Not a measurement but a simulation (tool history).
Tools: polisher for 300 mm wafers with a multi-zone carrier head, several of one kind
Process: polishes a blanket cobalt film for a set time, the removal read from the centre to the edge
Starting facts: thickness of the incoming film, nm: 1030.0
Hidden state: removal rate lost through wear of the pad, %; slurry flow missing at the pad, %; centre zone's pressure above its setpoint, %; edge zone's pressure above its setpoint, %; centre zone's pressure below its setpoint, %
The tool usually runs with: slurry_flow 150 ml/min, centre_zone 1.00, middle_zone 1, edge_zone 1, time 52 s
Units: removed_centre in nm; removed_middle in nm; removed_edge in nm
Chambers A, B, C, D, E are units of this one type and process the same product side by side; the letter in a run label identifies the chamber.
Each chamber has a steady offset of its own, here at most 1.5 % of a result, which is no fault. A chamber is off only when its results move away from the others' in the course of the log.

| run | hour | slurry_flow | centre_zone | middle_zone | edge_zone | time | wafers polished on this pad | hours since the slurry nozzle was cleaned | hours since the centre zone pressure was calibrated | hours since the edge zone pressure was calibrated | removed_centre | removed_middle | removed_edge |
|---|---|---|---|---|---|---|---|---|---|---|---|---|---|
| 1B | 5.3 | 150 | 1.00 | 1 | 1 | 52 | 243 | 198.5 | 42.5 | 442.0 | 437.48 | 433.21 | 436.93 |
|  | 7.9 | chamber C: slurry nozzle cleaned |
| 2A | 14.9 | 150 | 1.00 | 1 | 1 | 52 | 248 | 148.5 | 210.7 | 201.5 | 444.32 | 434.08 | 432.41 |
|  | 25.2 | chamber B: slurry nozzle cleaned |
| 3E | 25.6 | 150 | 1.00 | 1 | 1 | 52 | 583 | 405.8 | 507.4 | 631.8 | 442.22 | 443.51 | 446.76 |
| 4D | 32.0 | 150 | 1.00 | 1 | 1 | 52 | 880 | 250.8 | 106.9 | 600.5 | 437.11 | 438.72 | 431.36 |
|  | 39.5 | chamber C: worn pad replaced by a new one |
| 5C | 43.1 | 150 | 1.00 | 1 | 1 | 52 | 26 | 35.2 | 394.9 | 136.8 | 430.24 | 437.96 | 440.98 |
|  | 52.1 | chamber A: worn pad replaced by a new one |
| 6E | 54.7 | 150 | 1.00 | 1 | 1 | 52 | 794 | 434.9 | 536.5 | 660.9 | 436.23 | 442.42 | 438.14 |
| 7B | 64.1 | 150 | 1.00 | 1 | 1 | 52 | 669 | 39.0 | 101.3 | 500.8 | 433.23 | 435.78 | 421.94 |
|  | 64.7 | chamber D: worn pad replaced by a new one |
| 8D | 70.3 | 175 | 1.09 | 1 | 1 | 52 | 41 | 289.1 | 145.2 | 638.8 | 502.73 | 453.77 | 444.00 |
|  | 75.1 | chamber D: edge zone pressure recalibrated |
| 9A | 78.8 | 175 | 1.09 | 1 | 1 | 52 | 194 | 212.4 | 274.6 | 265.4 | 492.45 | 451.65 | 454.27 |
| 10C | 90.5 | 175 | 1.09 | 1 | 1 | 52 | 370 | 82.6 | 442.3 | 184.2 | 492.66 | 454.70 | 452.21 |
| 11A | 99.2 | 175 | 1.09 | 1 | 1 | 52 | 342 | 232.8 | 295.0 | 285.8 | 498.11 | 448.40 | 456.48 |
|  | 103.3 | chamber E: worn pad replaced by a new one |
| 12D | 108.8 | 175 | 1.09 | 1 | 1 | 52 | 320 | 327.6 | 183.7 | 33.7 | 496.81 | 453.12 | 426.70 |
|  | 110.0 | chamber A: slurry nozzle cleaned |
|  | 114.1 | chamber A: centre zone pressure recalibrated |
| 13E | 116.6 | 130 | 1.00 | 1 | 1 | 52 | 96 | 496.8 | 598.4 | 722.8 | 424.49 | 421.60 | 428.42 |
| 14C | 124.9 | 130 | 1.00 | 1 | 1 | 52 | 619 | 117.0 | 476.7 | 218.6 | 417.16 | 425.67 | 425.39 |
|  | 128.1 | chamber B: worn pad replaced by a new one |
|  | 136.1 | chamber A: worn pad replaced by a new one |
| 15B | 136.5 | 130 | 1.00 | 1 | 1 | 52 | 61 | 111.4 | 173.7 | 573.2 | 419.51 | 420.30 | 431.48 |
| 16A | 144.2 | 130 | 1.00 | 1 | 1 | 52 | 59 | 34.3 | 30.1 | 330.8 | 468.57 | 423.79 | 432.65 |
| 17B | 149.6 | 130 | 1.00 | 1 | 1 | 52 | 156 | 124.5 | 186.8 | 586.3 | 430.80 | 414.35 | 423.04 |
| 18E | 158.5 | 150 | 1.00 | 1 | 1 | 52 | 401 | 538.7 | 640.3 | 764.7 | 438.41 | 443.42 | 440.06 |
|  | 162.0 | chamber C: worn pad replaced by a new one |
| 19C | 164.5 | 150 | 1.00 | 1 | 1 | 52 | 18 | 156.6 | 516.3 | 258.2 | 443.37 | 442.00 | 430.44 |
| 20D | 175.5 | 150 | 1.00 | 1 | 1 | 52 | 804 | 394.3 | 250.4 | 100.4 | 440.08 | 434.09 | 438.29 |
| 21E | 185.3 | 165 | 1.06 | 1 | 1 | 52 | 595 | 565.5 | 667.1 | 791.5 | 476.91 | 440.84 | 438.73 |
| 22B | 194.2 | 165 | 1.06 | 1 | 1 | 52 | 480 | 169.1 | 231.4 | 630.9 | 471.62 | 442.30 | 448.18 |
| 23A | 202.0 | 165 | 1.06 | 1 | 1 | 52 | 478 | 92.1 | 87.9 | 388.6 | 525.94 | 435.15 | 447.20 |
| 24C | 211.4 | 165 | 1.06 | 1 | 1 | 52 | 358 | 203.5 | 563.2 | 305.1 | 472.36 | 442.21 | 442.14 |
|  | 215.2 | chamber D: worn pad replaced by a new one |
|  | 217.1 | chamber A: worn pad replaced by a new one |
| 25D | 218.9 | 165 | 1.06 | 1 | 1 | 52 | 27 | 437.7 | 293.8 | 143.8 | 478.51 | 441.88 | 437.94 |
| 26E | 227.7 | 150 | 1.00 | 1 | 1 | 52 | 903 | 607.9 | 709.5 | 833.9 | 434.42 | 442.17 | 433.38 |
| 27A | 236.1 | 150 | 1.00 | 1 | 1 | 52 | 138 | 126.2 | 122.0 | 422.7 | 488.30 | 432.95 | 432.09 |
| 28D | 242.8 | 150 | 1.00 | 1 | 1 | 52 | 200 | 461.6 | 317.7 | 167.7 | 443.68 | 442.50 | 437.36 |
| 29B | 249.5 | 150 | 1.00 | 1 | 1 | 52 | 881 | 224.4 | 286.7 | 686.2 | 431.53 | 435.68 | 439.58 |
|  | 258.7 | chamber B: worn pad replaced by a new one |
| 30C | 259.3 | 150 | 1.00 | 1 | 1 | 52 | 706 | 251.4 | 611.1 | 353.0 | 435.68 | 435.79 | 439.00 |
| 31A | 265.3 | 150 | 1.00 | 1 | 1 | 52 | 350 | 155.4 | 151.2 | 451.9 | 493.23 | 427.77 | 424.96 |
|  | 268.1 | chamber B: slurry nozzle cleaned |
| 32E | 275.2 | 150 | 1.00 | 1 | 1 | 52 | 1247 | 655.4 | 757.0 | 881.4 | 435.27 | 432.19 | 438.91 |
| 33D | 285.6 | 150 | 1.00 | 1 | 1 | 58 | 511 | 504.4 | 360.5 | 210.5 | 485.82 | 486.55 | 480.37 |
|  | 294.3 | chamber A: worn pad replaced by a new one |
| 34B | 297.0 | 150 | 1.00 | 1 | 1 | 58 | 278 | 29.0 | 334.2 | 733.7 | 484.43 | 488.56 | 485.89 |
|  | 299.5 | chamber E: worn pad replaced by a new one |
|  | 303.6 | chamber C: worn pad replaced by a new one |
| 35C | 306.3 | 150 | 1.00 | 1 | 1 | 58 | 20 | 298.4 | 658.1 | 400.0 | 479.78 | 491.21 | 480.12 |
| 36A | 316.9 | 150 | 1.00 | 1 | 1 | 58 | 164 | 207.0 | 202.8 | 503.5 | 543.56 | 482.97 | 490.70 |
| 37E | 327.0 | 150 | 1.00 | 1 | 1 | 58 | 199 | 707.2 | 808.8 | 933.2 | 492.92 | 489.16 | 492.57 |
| 38B | 334.5 | 150 | 1.00 | 1 | 1 | 52 | 550 | 66.5 | 371.7 | 771.2 | 434.72 | 436.26 | 424.93 |
| 39C | 344.8 | 150 | 1.00 | 1 | 1 | 52 | 299 | 336.9 | 696.6 | 438.5 | 430.51 | 436.71 | 438.00 |

The same settings go to every chamber for the next run, one line per chamber below. Forecast the results for each:
| 40A | 353.3 | 150 | 1.00 | 1 | 1 | 52 |  |  |  |  | ? | ? | ? |
| 40B | 353.3 | 150 | 1.00 | 1 | 1 | 52 |  |  |  |  | ? | ? | ? |
| 40C | 353.3 | 150 | 1.00 | 1 | 1 | 52 |  |  |  |  | ? | ? | ? |
| 40D | 353.3 | 150 | 1.00 | 1 | 1 | 52 |  |  |  |  | ? | ? | ? |
| 40E | 353.3 | 150 | 1.00 | 1 | 1 | 52 |  |  |  |  | ? | ? | ? |

| run | removed_centre | removed_middle | removed_edge |
|---|---|---|---|
| 40A | 482.92 | 435.54 | 442.32 |
| 40B | 432.62 | 438.83 | 440.11 |
| 40C | 440.01 | 426.88 | 440.76 |
| 40D | 445.45 | 439.74 | 433.36 |
| 40E | 446.23 | 440.01 | 435.73 |
